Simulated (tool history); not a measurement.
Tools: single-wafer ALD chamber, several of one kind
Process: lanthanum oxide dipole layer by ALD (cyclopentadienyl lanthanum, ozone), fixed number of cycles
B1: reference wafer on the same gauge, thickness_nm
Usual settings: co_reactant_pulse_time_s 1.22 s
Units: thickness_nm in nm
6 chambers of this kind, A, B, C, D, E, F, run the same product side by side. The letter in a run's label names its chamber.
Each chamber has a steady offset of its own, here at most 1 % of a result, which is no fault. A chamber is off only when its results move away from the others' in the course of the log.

run 1E hour=11.7 | co_reactant_pulse_time_s=1.22 | B1=0.54041 | thickness_nm=0.52523
run 2A hour=19.5 | co_reactant_pulse_time_s=1.22 | B1=0.53987 | thickness_nm=0.52636
run 3C hour=30.6 | co_reactant_pulse_time_s=1.22 | B1=0.54021 | thickness_nm=0.52603
run 4F hour=41.7 | co_reactant_pulse_time_s=1.22 | B1=0.53979 | thickness_nm=0.52988
run 5D hour=51.8 | co_reactant_pulse_time_s=1.22 | B1=0.53996 | thickness_nm=0.52491
run 6B hour=64.1 | co_reactant_pulse_time_s=1.43 | B1=0.54031 | thickness_nm=0.54640
run 7F hour=70.0 | co_reactant_pulse_time_s=1.43 | B1=0.54043 | thickness_nm=0.54645
run 8E hour=76.5 | co_reactant_pulse_time_s=1.43 | B1=0.53985 | thickness_nm=0.54129
run 9D hour=89.5 | co_reactant_pulse_time_s=1.43 | B1=0.54004 | thickness_nm=0.54218
run 10B hour=99.4 | co_reactant_pulse_time_s=1.43 | B1=0.53979 | thickness_nm=0.54566
run 11C hour=107.7 | co_reactant_pulse_time_s=1.43 | B1=0.53993 | thickness_nm=0.54407
run 12A hour=113.5 | co_reactant_pulse_time_s=0.88 | B1=0.54021 | thickness_nm=0.47451
run 13C hour=119.8 | co_reactant_pulse_time_s=0.88 | B1=0.53992 | thickness_nm=0.47881
run 14B hour=127.1 | co_reactant_pulse_time_s=0.88 | B1=0.53988 | thickness_nm=0.47715
run 15D hour=135.6 | co_reactant_pulse_time_s=0.88 | B1=0.54031 | thickness_nm=0.47910
run 16F hour=146.0 | co_reactant_pulse_time_s=0.88 | B1=0.53968 | thickness_nm=0.48034
run 17A hour=158.5 | co_reactant_pulse_time_s=0.88 | B1=0.54012 | thickness_nm=0.47713
run 18E hour=166.1 | co_reactant_pulse_time_s=1.22 | B1=0.53992 | thickness_nm=0.52559
run 19D hour=172.2 | co_reactant_pulse_time_s=1.22 | B1=0.54005 | thickness_nm=0.52530
run 20F hour=178.9 | co_reactant_pulse_time_s=1.22 | B1=0.53981 | thickness_nm=0.52799
run 21C hour=190.8 | co_reactant_pulse_time_s=1.22 | B1=0.54022 | thickness_nm=0.52510
run 22A hour=201.7 | co_reactant_pulse_time_s=1.22 | B1=0.54009 | thickness_nm=0.52431
run 23E hour=210.6 | co_reactant_pulse_time_s=1.40 | B1=0.53989 | thickness_nm=0.54018
run 24B hour=219.4 | co_reactant_pulse_time_s=1.40 | B1=0.54021 | thickness_nm=0.54626
run 25C hour=226.9 | co_reactant_pulse_time_s=1.40 | B1=0.53974 | thickness_nm=0.54273
run 26F hour=237.8 | co_reactant_pulse_time_s=1.40 | B1=0.53975 | thickness_nm=0.54276
run 27B hour=248.4 | co_reactant_pulse_time_s=1.40 | B1=0.53994 | thickness_nm=0.54555
-- hour=252.0 chamber F: thermocouple changed; heater temperature recalibrated
run 28A hour=256.7 | co_reactant_pulse_time_s=1.40 | B1=0.54000 | thickness_nm=0.54050
run 29D hour=262.7 | co_reactant_pulse_time_s=1.22 | B1=0.54023 | thickness_nm=0.52756
-- hour=270.1 chamber C: ozone generator serviced
run 30E hour=270.9 | co_reactant_pulse_time_s=0.81 | B1=0.53971 | thickness_nm=0.46040
run 31C hour=278.2 | co_reactant_pulse_time_s=0.81 | B1=0.53971 | thickness_nm=0.46361
run 32A hour=285.0 | co_reactant_pulse_time_s=0.81 | B1=0.53976 | thickness_nm=0.45839
run 33F hour=292.6 | co_reactant_pulse_time_s=0.81 | B1=0.54018 | thickness_nm=0.45282
run 34B hour=303.4 | co_reactant_pulse_time_s=0.81 | B1=0.53961 | thickness_nm=0.45995
run 35E hour=311.3 | co_reactant_pulse_time_s=0.81 | B1=0.54010 | thickness_nm=0.45850
run 36D hour=321.0 | co_reactant_pulse_time_s=1.22 | B1=0.53961 | thickness_nm=0.52756
run 37C hour=333.5 | co_reactant_pulse_time_s=1.22 | B1=0.53999 | thickness_nm=0.52816
run 38F hour=340.1 | co_reactant_pulse_time_s=0.79 | B1=0.53971 | thickness_nm=0.44391
run 39A hour=352.0 | co_reactant_pulse_time_s=0.79 | B1=0.53971 | thickness_nm=0.45592
run 40D hour=362.9 | co_reactant_pulse_time_s=0.79 | B1=0.53991 | thickness_nm=0.45993
-- hour=368.8 chamber D: thermocouple changed; heater temperature recalibrated
run 41B hour=373.1 | co_reactant_pulse_time_s=0.79 | B1=0.54022 | thickness_nm=0.45919
run 42E hour=382.9 | co_reactant_pulse_time_s=0.79 | B1=0.53963 | thickness_nm=0.45421
run 43F hour=395.6 | co_reactant_pulse_time_s=0.79 | B1=0.53995 | thickness_nm=0.43936
run 44D hour=404.2 | co_reactant_pulse_time_s=1.22 | B1=0.53994 | thickness_nm=0.52607

Next, every chamber runs the same settings. What will each give?
run 45A hour=413.7 | co_reactant_pulse_time_s=1.51 | thickness_nm=?
run 45B hour=413.7 | co_reactant_pulse_time_s=1.51 | thickness_nm=?
run 45C hour=413.7 | co_reactant_pulse_time_s=1.51 | thickness_nm=?
run 45D hour=413.7 | co_reactant_pulse_time_s=1.51 | thickness_nm=?
run 45E hour=413.7 | co_reactant_pulse_time_s=1.51 | thickness_nm=?
run 45F hour=413.7 | co_reactant_pulse_time_s=1.51 | thickness_nm=?

run=45A thickness_nm=0.54704
run=45B thickness_nm=0.55185
run=45C thickness_nm=0.54739
run=45D thickness_nm=0.54863
run=45E thickness_nm=0.54725
run=45F thickness_nm=0.54035
